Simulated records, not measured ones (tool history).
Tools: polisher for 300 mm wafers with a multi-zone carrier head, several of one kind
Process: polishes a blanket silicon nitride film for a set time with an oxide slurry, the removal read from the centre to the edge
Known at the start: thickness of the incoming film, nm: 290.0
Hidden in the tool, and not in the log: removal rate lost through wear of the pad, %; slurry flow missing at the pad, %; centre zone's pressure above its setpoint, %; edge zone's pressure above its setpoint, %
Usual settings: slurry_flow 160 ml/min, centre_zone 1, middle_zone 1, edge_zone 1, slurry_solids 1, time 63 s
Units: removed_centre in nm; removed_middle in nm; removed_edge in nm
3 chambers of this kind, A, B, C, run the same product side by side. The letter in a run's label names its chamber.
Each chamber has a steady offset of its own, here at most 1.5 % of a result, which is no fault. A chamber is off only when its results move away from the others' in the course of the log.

run   hour  slurry_flow  centre_zone  middle_zone  edge_zone  slurry_solids  time  wafers polished on this pad  hours since the slurry nozzle was cleaned  hours since the centre zone pressure was calibrated  hours since the edge zone pressure was calibrated  removed_centre  removed_middle  removed_edge
 1B    5.3          160            1            1          1              1    63                          346                                      249.7                                                212.6                                              155.6          52.223           50.57        51.962
 2C   15.2          160            1            1          1              1    63                          485                                      531.2                                                315.9                                                201           50.07          51.846        52.256
 3A   23.4          160            1            1          1              1    63                          648                                       84.4                                                282.8                                              981.2          51.086          52.566        52.111
      31.2  -- chamber C: centre zone pressure recalibrated
        32  -- chamber B: slurry nozzle cleaned
 4A   33.6          160            1            1          1              1    63                          711                                       94.6                                                  293                                              991.4          52.893          52.584        53.361
      36.4  -- chamber B: worn pad replaced by a new one
 5C   38.5          160            1            1          1              1    63                          630                                      554.5                                                  7.3                                              224.3          52.465          52.252         52.47
 6B   48.5          160            1            1          1              1    63                           75                                       16.6                                                255.8                                              198.8           52.35          51.337         51.93
 7B     57          160            1            1          1              1    63                          127                                       25.1                                                264.3                                              207.3          51.947          52.182        52.359
 8A   64.6          160            1            1          1              1    63                          904                                      125.6                                                  324                                             1022.4          51.999          52.077         51.18
 9C     74          160            1            1          1              1    63                          851                                        590                                                 42.8                                              259.8          51.373          52.199          51.7
10B   83.8          160            1            1          1              1    63                          294                                       51.9                                                291.1                                              234.1          52.704          52.171        53.214
        84  -- chamber C: worn pad replaced by a new one
11C   92.4          115            1            1          1            1.1    63                           52                                      608.4                                                 61.2                                              278.2          48.834          49.775         51.75
12A  102.9          115            1            1          1            1.1    63                         1141                                      163.9                                                362.3                                             1060.7          49.814          50.797        52.845
13C  112.3          115            1            1          1            1.1    63                          176                                      628.3                                                 81.1                                              298.1          49.021          50.271        51.142
14A  120.2          160            1            1          1              1    63                         1249                                      181.2                                                379.6                                               1078           52.34          52.815        51.991
       126  -- chamber B: worn pad replaced by a new one
15B  126.9          160            1            1          1              1    63                            5                                         95                                                334.2                                              277.2          51.852          52.724        51.318
16C  135.2          160            1            1          1            1.1    84                          318                                      651.2                                                  104                                                321          72.169          70.736        72.246
17B  143.3          160            1            1          1            1.1    84                          107                                      111.4                                                350.6                                              293.6          71.498          71.514        71.554
18A  150.1          160            1            1          1            1.1    84                         1435                                      211.1                                                409.5                                             1107.9           73.67           72.76        72.189
     150.8  -- chamber A: slurry nozzle cleaned
     158.8  -- chamber A: worn pad replaced by a new one
19B  159.5          110         1.09            1          1              1    63                          208                                      127.6                                                366.8                                              309.8          52.991          47.707        48.275
20A  168.2          110         1.09            1          1              1    63                           58                                       17.4                                                427.6                                               1126          52.122          48.236        49.118
21C  175.5          110         1.09            1          1              1    63                          568                                      691.5                                                144.3                                              361.3          46.748          44.108        46.781
     177.7  -- chamber A: edge zone pressure recalibrated
22B  185.8          160            1            1       0.93              1    63                          371                                      153.9                                                393.1                                              336.1          51.254          51.489        49.855
23C  193.7          160            1            1       0.93              1    63                          681                                      709.7                                                162.5                                              379.5          47.599          48.699        47.366
     195.8  -- chamber B: centre zone pressure recalibrated
24A  200.3          160            1            1       0.93              1    63                          257                                       49.5                                                459.7                                               22.7          53.071          52.182        50.198
25C  205.7          160         0.93         1.12          1              1    63                          756                                      721.7                                                174.5                                              391.5          44.217          54.576        49.309
26A  210.7          160         0.93         1.12          1              1    63                          322                                       59.9                                                470.1                                               33.1          47.945          58.933        51.638
     220.4  -- chamber C: worn pad replaced by a new one
27B  221.4          160         0.93         1.12          1              1    63                          592                                      189.5                                                 25.6                                              371.7          48.968          57.154        52.143
28B  231.9          160            1            1          1              1    63                          657                                        200                                                 36.1                                              382.2          52.958          51.969        51.151
29A  236.6          160            1            1          1              1    63                          483                                       85.8                                                  496                                                 59          51.829          52.344        52.318
30C  246.7          185            1            1        1.1              1    63                          163                                      762.7                                                215.5                                              432.5          47.693           48.91        53.256

Next, every chamber runs the same settings. What will each give?
31A  254.4          160            1            1          1           1.15    63                                                                                                                                                                                               ?               ?             ?
31B  254.4          160            1            1          1           1.15    63                                                                                                                                                                                               ?               ?             ?
31C  254.4          160            1            1          1           1.15    63                                                                                                                                                                                               ?               ?             ?

run  removed_centre  removed_middle  removed_edge
31A          55.264          55.921        55.492
31B           56.18          53.985        55.218
31C          48.206          49.914        51.648

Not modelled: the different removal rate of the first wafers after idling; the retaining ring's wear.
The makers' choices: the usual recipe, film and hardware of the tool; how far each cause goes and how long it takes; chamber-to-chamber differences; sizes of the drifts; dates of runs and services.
